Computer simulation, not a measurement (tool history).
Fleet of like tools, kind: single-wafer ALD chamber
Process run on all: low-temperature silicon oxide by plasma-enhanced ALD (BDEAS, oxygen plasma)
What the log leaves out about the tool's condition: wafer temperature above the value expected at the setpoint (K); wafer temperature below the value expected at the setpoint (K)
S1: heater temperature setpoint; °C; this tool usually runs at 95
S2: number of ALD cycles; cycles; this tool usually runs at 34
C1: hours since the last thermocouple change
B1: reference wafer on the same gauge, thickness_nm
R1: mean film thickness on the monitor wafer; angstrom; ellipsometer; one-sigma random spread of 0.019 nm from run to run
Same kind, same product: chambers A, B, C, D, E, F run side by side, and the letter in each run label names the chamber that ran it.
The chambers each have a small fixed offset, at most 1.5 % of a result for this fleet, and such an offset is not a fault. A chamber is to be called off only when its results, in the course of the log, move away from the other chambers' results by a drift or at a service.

Run 1C, hour 6.7: usual settings; C1 3002.2; B1 5.3809. Result: R1 49.344 angstrom.
Run 2B, hour 20: usual settings; C1 1125.6; B1 5.3813. Result: R1 49.722 angstrom.
Run 3D, hour 29.9: usual settings; C1 2377; B1 5.3839. Result: R1 49.076 angstrom.
Run 4E, hour 36.1: usual settings; C1 1595.7; B1 5.3814. Result: R1 49.218 angstrom.
Run 5A, hour 49.4: usual settings; C1 435.6; B1 5.3785. Result: R1 49.302 angstrom.
At hour 51.1: chamber C: thermocouple changed; heater temperature recalibrated.
Run 6F, hour 62.5: usual settings; C1 843.3; B1 5.3795. Result: R1 48.994 angstrom.
Run 7C, hour 72: usual settings but S1 109 °C, S2 29 cycles; C1 20.9; B1 5.3802. Result: R1 40.406 angstrom.
Run 8B, hour 83.8: usual settings but S1 109 °C, S2 29 cycles; C1 1189.4; B1 5.3781. Result: R1 41.051 angstrom.
Run 9D, hour 94.4: usual settings but S1 109 °C, S2 29 cycles; C1 2441.5; B1 5.3824. Result: R1 40.241 angstrom.
Run 10F, hour 103: usual settings but S1 109 °C, S2 29 cycles; C1 883.8; B1 5.3858. Result: R1 40.329 angstrom.
Run 11E, hour 111.9: usual settings but S1 109 °C, S2 29 cycles; C1 1671.5; B1 5.3816. Result: R1 40.393 angstrom.
Run 12A, hour 121.1: usual settings but S1 109 °C, S2 29 cycles; C1 507.3; B1 5.3814. Result: R1 40.7 angstrom.
Run 13C, hour 133.5: usual settings; C1 82.4; B1 5.3809. Result: R1 49.119 angstrom.
Run 14B, hour 141.4: usual settings; C1 1247; B1 5.3798. Result: R1 50.019 angstrom.
Run 15F, hour 151.3: usual settings; C1 932.1; B1 5.3802. Result: R1 49.313 angstrom.
Run 16A, hour 161.1: usual settings; C1 547.3; B1 5.3773. Result: R1 49.251 angstrom.
Run 17E, hour 172.6: usual settings; C1 1732.2; B1 5.3795. Result: R1 49.314 angstrom.
Run 18D, hour 182.9: usual settings but S1 87 °C; C1 2530; B1 5.38. Result: R1 50.154 angstrom.
Run 19A, hour 193.2: usual settings but S1 87 °C; C1 579.4; B1 5.3839. Result: R1 50.634 angstrom.
At hour 207.2: chamber D: thermocouple changed; heater temperature recalibrated.
Run 20E, hour 207.5: usual settings but S1 87 °C; C1 1767.1; B1 5.3799. Result: R1 50.627 angstrom.
Run 21B, hour 213.8: usual settings but S1 87 °C; C1 1319.4; B1 5.3806. Result: R1 51.131 angstrom.
Run 22D, hour 222.9: usual settings but S1 87 °C; C1 15.8; B1 5.3756. Result: R1 50.141 angstrom.
Run 23F, hour 232.1: usual settings but S1 87 °C; C1 1012.9; B1 5.3757. Result: R1 50.662 angstrom.
Run 24C, hour 243.8: usual settings; C1 192.7; B1 5.3788. Result: R1 49.387 angstrom.
Run 25E, hour 251.2: usual settings; C1 1810.8; B1 5.3759. Result: R1 48.993 angstrom.
Run 26B, hour 261.3: usual settings but S1 82 °C, S2 28 cycles; C1 1366.9; B1 5.383. Result: R1 42.895 angstrom.
Run 27A, hour 273.6: usual settings but S1 82 °C, S2 28 cycles; C1 659.8; B1 5.3835. Result: R1 42.621 angstrom.
Run 28C, hour 282.8: usual settings but S1 82 °C, S2 28 cycles; C1 231.7; B1 5.3795. Result: R1 42.151 angstrom.
Run 29D, hour 295: usual settings but S1 82 °C, S2 28 cycles; C1 87.9; B1 5.3802. Result: R1 41.851 angstrom.
At hour 296.9: chamber B: thermocouple changed; heater temperature recalibrated.
Run 30F, hour 301.9: usual settings but S1 82 °C, S2 28 cycles; C1 1082.7; B1 5.3785. Result: R1 42.128 angstrom.
Run 31D, hour 312.3: usual settings but S1 82 °C, S2 28 cycles; C1 105.2; B1 5.3869. Result: R1 41.966 angstrom.
Run 32B, hour 318.8: usual settings; C1 21.9; B1 5.3808. Result: R1 49.874 angstrom.
Run 33F, hour 325: usual settings; C1 1105.8; B1 5.3769. Result: R1 49.018 angstrom.
Run 34C, hour 332.9: usual settings; C1 281.8; B1 5.378. Result: R1 49.183 angstrom.
Run 35E, hour 343.8: usual settings; C1 1903.4; B1 5.3838. Result: R1 49.078 angstrom.
Run 36A, hour 357.2: usual settings; C1 743.4; B1 5.3782. Result: R1 49.19 angstrom.
Run 37F, hour 371.3: usual settings; C1 1152.1; B1 5.3783. Result: R1 48.919 angstrom.
Run 38D, hour 384.4: usual settings; C1 177.3; B1 5.3785. Result: R1 48.828 angstrom.
Run 39A, hour 398.5: usual settings but S1 90 °C; C1 784.7; B1 5.3765. Result: R1 50.237 angstrom.
Run 40C, hour 405.3: usual settings but S1 90 °C; C1 354.2; B1 5.3784. Result: R1 49.559 angstrom.
Run 41E, hour 417.5: usual settings but S1 90 °C; C1 1977.1; B1 5.3837. Result: R1 50.063 angstrom.

What goes on in this fleet: one chamber off, a drifting gauge, or nothing beyond the chambers' own small offsets? Name the chamber and the cause, if any.

All chambers stay in line apart from their small fixed offsets, and the gauge does not drift.
